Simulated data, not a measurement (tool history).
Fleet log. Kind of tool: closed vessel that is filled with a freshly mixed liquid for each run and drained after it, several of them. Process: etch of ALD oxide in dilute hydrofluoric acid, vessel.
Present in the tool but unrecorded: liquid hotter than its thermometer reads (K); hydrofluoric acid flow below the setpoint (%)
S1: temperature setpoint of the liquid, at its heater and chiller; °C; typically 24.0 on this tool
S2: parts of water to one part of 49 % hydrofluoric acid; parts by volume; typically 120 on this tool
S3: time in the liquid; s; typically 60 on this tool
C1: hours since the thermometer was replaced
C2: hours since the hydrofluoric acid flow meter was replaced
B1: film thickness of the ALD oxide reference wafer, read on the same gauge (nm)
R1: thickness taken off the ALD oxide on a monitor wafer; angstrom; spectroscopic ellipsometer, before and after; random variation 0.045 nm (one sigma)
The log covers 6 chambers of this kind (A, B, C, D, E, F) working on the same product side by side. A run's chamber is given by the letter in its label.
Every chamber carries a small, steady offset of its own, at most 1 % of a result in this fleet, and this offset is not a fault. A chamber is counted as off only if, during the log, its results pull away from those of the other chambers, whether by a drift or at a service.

run	hour	S1	S2	S3	C1	C2	B1	R1
1E	5.2	24.0	120	60	1190.4	1831.4	89.995	48.553
2A	11.0	24.0	120	60	1374.3	706.8	90.013	47.285
3D	15.5	24.0	120	60	276.0	1338.2	90.005	47.253
4C	21.3	24.0	120	60	838.5	752.5	90.015	46.859
5F	24.2	24.0	120	60	107.0	412.6	90.017	47.662
6B	27.1	24.0	85	60	3240.9	485.5	89.997	70.612
7C	30.7	24.0	85	60	847.9	761.9	89.987	69.839
8B	35.7	24.0	85	60	3249.5	494.1	90.000	70.621
9E	39.8	24.0	85	60	1225.0	1866.0	89.998	71.064
10A	43.1	24.0	85	60	1406.4	738.9	90.025	71.497
11F	46.4	24.0	85	60	129.2	434.8	90.002	69.324
12D	49.4	24.0	120	60	309.9	1372.1	90.006	46.991
13F	55.3	24.0	120	60	138.1	443.7	89.963	46.261
14B	57.9	24.0	120	60	3271.7	516.3	90.013	49.007
15A	61.7	24.0	120	60	1425.0	757.5	90.028	48.206
16E	66.2	24.0	120	60	1251.4	1892.4	89.988	47.654
17C	69.7	24.0	120	60	886.9	800.9	90.034	47.829
18D	74.3	24.0	140	60	334.8	1397.0	89.960	40.821
# hour 75.6: chamber B: thermometer replaced
19A	78.5	24.0	140	60	1441.8	774.3	90.005	39.532
20E	81.7	24.0	140	60	1266.9	1907.9	90.001	40.275
21C	84.8	24.0	140	60	902.0	816.0	90.020	40.221
22F	88.2	24.0	140	60	171.0	476.6	90.014	37.505
23D	93.2	24.0	140	60	353.7	1415.9	89.996	40.139
24B	97.8	24.0	120	60	22.2	556.2	90.007	48.665
25E	101.2	20.5	120	50	1286.4	1927.4	89.986	34.842
26F	105.4	20.5	120	50	188.2	493.8	90.000	32.076
27A	110.3	20.5	120	50	1473.6	806.1	90.029	34.680
28D	113.3	20.5	120	50	373.8	1436.0	90.000	34.635
29B	116.4	20.5	120	50	40.8	574.8	89.991	34.115
30C	122.2	20.5	120	50	939.4	853.4	90.026	34.547
31B	126.0	24.0	120	60	50.4	584.4	90.013	48.131
32C	130.9	24.0	120	60	948.1	862.1	90.016	48.370
33D	135.1	25.5	120	80	395.6	1457.8	89.980	68.262
34A	139.2	25.5	120	80	1502.5	835.0	90.000	67.425
35E	142.0	25.5	120	80	1327.2	1968.2	90.010	68.486
36F	144.7	25.5	120	80	227.5	533.1	90.027	60.693

Next, every chamber runs the same settings. What will each give?
37A	149.0	24.0	120	60				?
37B	149.0	24.0	120	60				?
37C	149.0	24.0	120	60				?
37D	149.0	24.0	120	60				?
37E	149.0	24.0	120	60				?
37F	149.0	24.0	120	60				?

run	R1
37A	47.320
37B	47.942
37C	47.742
37D	47.601
37E	47.734
37F	42.229

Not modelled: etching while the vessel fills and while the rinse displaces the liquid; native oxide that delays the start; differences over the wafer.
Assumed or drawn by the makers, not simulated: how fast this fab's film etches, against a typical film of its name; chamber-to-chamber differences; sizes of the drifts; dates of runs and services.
